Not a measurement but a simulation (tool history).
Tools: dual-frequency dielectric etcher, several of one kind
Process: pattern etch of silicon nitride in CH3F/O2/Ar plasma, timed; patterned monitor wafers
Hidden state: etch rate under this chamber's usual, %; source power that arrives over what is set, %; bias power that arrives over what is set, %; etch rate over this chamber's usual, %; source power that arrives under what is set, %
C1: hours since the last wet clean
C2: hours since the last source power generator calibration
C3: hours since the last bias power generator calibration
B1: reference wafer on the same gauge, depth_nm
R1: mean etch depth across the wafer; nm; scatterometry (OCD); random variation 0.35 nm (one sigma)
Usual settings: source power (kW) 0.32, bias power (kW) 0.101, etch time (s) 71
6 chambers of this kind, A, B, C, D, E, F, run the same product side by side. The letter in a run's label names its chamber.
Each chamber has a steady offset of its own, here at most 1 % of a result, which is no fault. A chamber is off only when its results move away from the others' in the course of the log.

run 1A hour=6.3 | source_power_(kW)=0.32 bias_power_(kW)=0.101 etch_time_(s)=71 | C1=371.1 C2=2109 C3=3774.3 | B1=57.023 | R1=51.598
run 2F hour=12.5 | source_power_(kW)=0.32 bias_power_(kW)=0.101 etch_time_(s)=71 | C1=113.6 C2=259.9 C3=3490.9 | B1=57.004 | R1=51.734
run 3E hour=15.6 | source_power_(kW)=0.32 bias_power_(kW)=0.101 etch_time_(s)=71 | C1=299.3 C2=618.6 C3=954.4 | B1=57.043 | R1=51.431
run 4C hour=21.2 | source_power_(kW)=0.32 bias_power_(kW)=0.101 etch_time_(s)=71 | C1=263.9 C2=1400.1 C3=3343.6 | B1=57.016 | R1=51.77
run 5D hour=26.1 | source_power_(kW)=0.32 bias_power_(kW)=0.101 etch_time_(s)=71 | C1=540.4 C2=1117 C3=1778.8 | B1=56.991 | R1=51.844
run 6B hour=29.5 | source_power_(kW)=0.32 bias_power_(kW)=0.101 etch_time_(s)=71 | C1=111.1 C2=3552.9 C3=1940.6 | B1=56.993 | R1=50.995
run 7F hour=34.8 | source_power_(kW)=0.32 bias_power_(kW)=0.101 etch_time_(s)=83.5 | C1=135.9 C2=282.2 C3=3513.2 | B1=57.169 | R1=60.114
run 8E hour=40.5 | source_power_(kW)=0.32 bias_power_(kW)=0.101 etch_time_(s)=83.5 | C1=324.2 C2=643.5 C3=979.3 | B1=56.997 | R1=60.831
run 9B hour=45.8 | source_power_(kW)=0.32 bias_power_(kW)=0.101 etch_time_(s)=83.5 | C1=127.4 C2=3569.2 C3=1956.9 | B1=57.07 | R1=59.91
run 10D hour=48.8 | source_power_(kW)=0.32 bias_power_(kW)=0.101 etch_time_(s)=83.5 | C1=563.1 C2=1139.7 C3=1801.5 | B1=57.008 | R1=60.322
run 11C hour=52.7 | source_power_(kW)=0.32 bias_power_(kW)=0.101 etch_time_(s)=83.5 | C1=295.4 C2=1431.6 C3=3375.1 | B1=56.901 | R1=60.712
run 12A hour=59 | source_power_(kW)=0.32 bias_power_(kW)=0.101 etch_time_(s)=83.5 | C1=423.8 C2=2161.7 C3=3827 | B1=57.024 | R1=59.98
run 13D hour=65.2 | source_power_(kW)=0.32 bias_power_(kW)=0.101 etch_time_(s)=71 | C1=579.5 C2=1156.1 C3=1817.9 | B1=57.001 | R1=51.433
run 14E hour=71.4 | source_power_(kW)=0.32 bias_power_(kW)=0.101 etch_time_(s)=71 | C1=355.1 C2=674.4 C3=1010.2 | B1=56.982 | R1=51.734
run 15C hour=76.3 | source_power_(kW)=0.32 bias_power_(kW)=0.101 etch_time_(s)=71 | C1=319 C2=1455.2 C3=3398.7 | B1=57.079 | R1=51.174
run 16B hour=80.9 | source_power_(kW)=0.32 bias_power_(kW)=0.101 etch_time_(s)=71 | C1=162.5 C2=3604.3 C3=1992 | B1=56.952 | R1=51.277
run 17F hour=85.9 | source_power_(kW)=0.29 bias_power_(kW)=0.122 etch_time_(s)=71 | C1=187 C2=333.3 C3=3564.3 | B1=56.94 | R1=53.221
run 18A hour=89.4 | source_power_(kW)=0.29 bias_power_(kW)=0.122 etch_time_(s)=71 | C1=454.2 C2=2192.1 C3=3857.4 | B1=57.004 | R1=52.658
run 19E hour=94.8 | source_power_(kW)=0.29 bias_power_(kW)=0.122 etch_time_(s)=71 | C1=378.5 C2=697.8 C3=1033.6 | B1=56.967 | R1=53.661
run 20D hour=98.8 | source_power_(kW)=0.29 bias_power_(kW)=0.122 etch_time_(s)=71 | C1=613.1 C2=1189.7 C3=1851.5 | B1=57.001 | R1=53.64
run 21F hour=105 | source_power_(kW)=0.29 bias_power_(kW)=0.122 etch_time_(s)=71 | C1=206.1 C2=352.4 C3=3583.4 | B1=56.859 | R1=52.699
run 22B hour=110.1 | source_power_(kW)=0.29 bias_power_(kW)=0.122 etch_time_(s)=71 | C1=191.7 C2=3633.5 C3=2021.2 | B1=57.027 | R1=53.755
-- hour=113.3 chamber D: wet clean of the chamber
run 23A hour=113.5 | source_power_(kW)=0.32 bias_power_(kW)=0.101 etch_time_(s)=71 | C1=478.3 C2=2216.2 C3=3881.5 | B1=56.965 | R1=51.307
-- hour=113.7 chamber F: bias power generator calibrated
run 24C hour=116.9 | source_power_(kW)=0.37 bias_power_(kW)=0.085 etch_time_(s)=71 | C1=359.6 C2=1495.8 C3=3439.3 | B1=56.969 | R1=50.678
run 25E hour=120 | source_power_(kW)=0.37 bias_power_(kW)=0.085 etch_time_(s)=71 | C1=403.7 C2=723 C3=1058.8 | B1=56.98 | R1=51.757
run 26D hour=122.9 | source_power_(kW)=0.37 bias_power_(kW)=0.085 etch_time_(s)=71 | C1=9.7 C2=1213.8 C3=1875.6 | B1=56.916 | R1=51.689
run 27B hour=127.4 | source_power_(kW)=0.37 bias_power_(kW)=0.085 etch_time_(s)=71 | C1=209 C2=3650.8 C3=2038.5 | B1=57.008 | R1=50.868
run 28F hour=133 | source_power_(kW)=0.37 bias_power_(kW)=0.085 etch_time_(s)=71 | C1=234.1 C2=380.4 C3=19.4 | B1=56.906 | R1=50.66
run 29C hour=139.4 | source_power_(kW)=0.37 bias_power_(kW)=0.085 etch_time_(s)=71 | C1=382.1 C2=1518.3 C3=3461.8 | B1=57.082 | R1=51.608
run 30A hour=145.2 | source_power_(kW)=0.32 bias_power_(kW)=0.101 etch_time_(s)=71 | C1=510 C2=2247.9 C3=3913.2 | B1=56.998 | R1=51.335
run 31C hour=149.1 | source_power_(kW)=0.32 bias_power_(kW)=0.101 etch_time_(s)=71 | C1=391.8 C2=1528 C3=3471.5 | B1=57.043 | R1=52.083
run 32A hour=154.2 | source_power_(kW)=0.32 bias_power_(kW)=0.101 etch_time_(s)=71 | C1=519 C2=2256.9 C3=3922.2 | B1=57.036 | R1=50.781
run 33E hour=158.7 | source_power_(kW)=0.32 bias_power_(kW)=0.101 etch_time_(s)=71 | C1=442.4 C2=761.7 C3=1097.5 | B1=56.967 | R1=52.226
run 34B hour=162.2 | source_power_(kW)=0.32 bias_power_(kW)=0.083 etch_time_(s)=71 | C1=243.8 C2=3685.6 C3=2073.3 | B1=56.971 | R1=47.82
run 35F hour=165.8 | source_power_(kW)=0.32 bias_power_(kW)=0.083 etch_time_(s)=71 | C1=266.9 C2=413.2 C3=52.2 | B1=56.925 | R1=47.955
run 36D hour=170.4 | source_power_(kW)=0.32 bias_power_(kW)=0.083 etch_time_(s)=71 | C1=57.2 C2=1261.3 C3=1923.1 | B1=56.99 | R1=47.672
run 37B hour=173.9 | source_power_(kW)=0.32 bias_power_(kW)=0.083 etch_time_(s)=71 | C1=255.5 C2=3697.3 C3=2085 | B1=57.001 | R1=48.309

What goes on in this fleet: one chamber off, a drifting gauge, or nothing beyond the chambers' own small offsets? Name the chamber and the cause, if any.

No chamber stands off beyond its own small offset, and the gauge holds steady.

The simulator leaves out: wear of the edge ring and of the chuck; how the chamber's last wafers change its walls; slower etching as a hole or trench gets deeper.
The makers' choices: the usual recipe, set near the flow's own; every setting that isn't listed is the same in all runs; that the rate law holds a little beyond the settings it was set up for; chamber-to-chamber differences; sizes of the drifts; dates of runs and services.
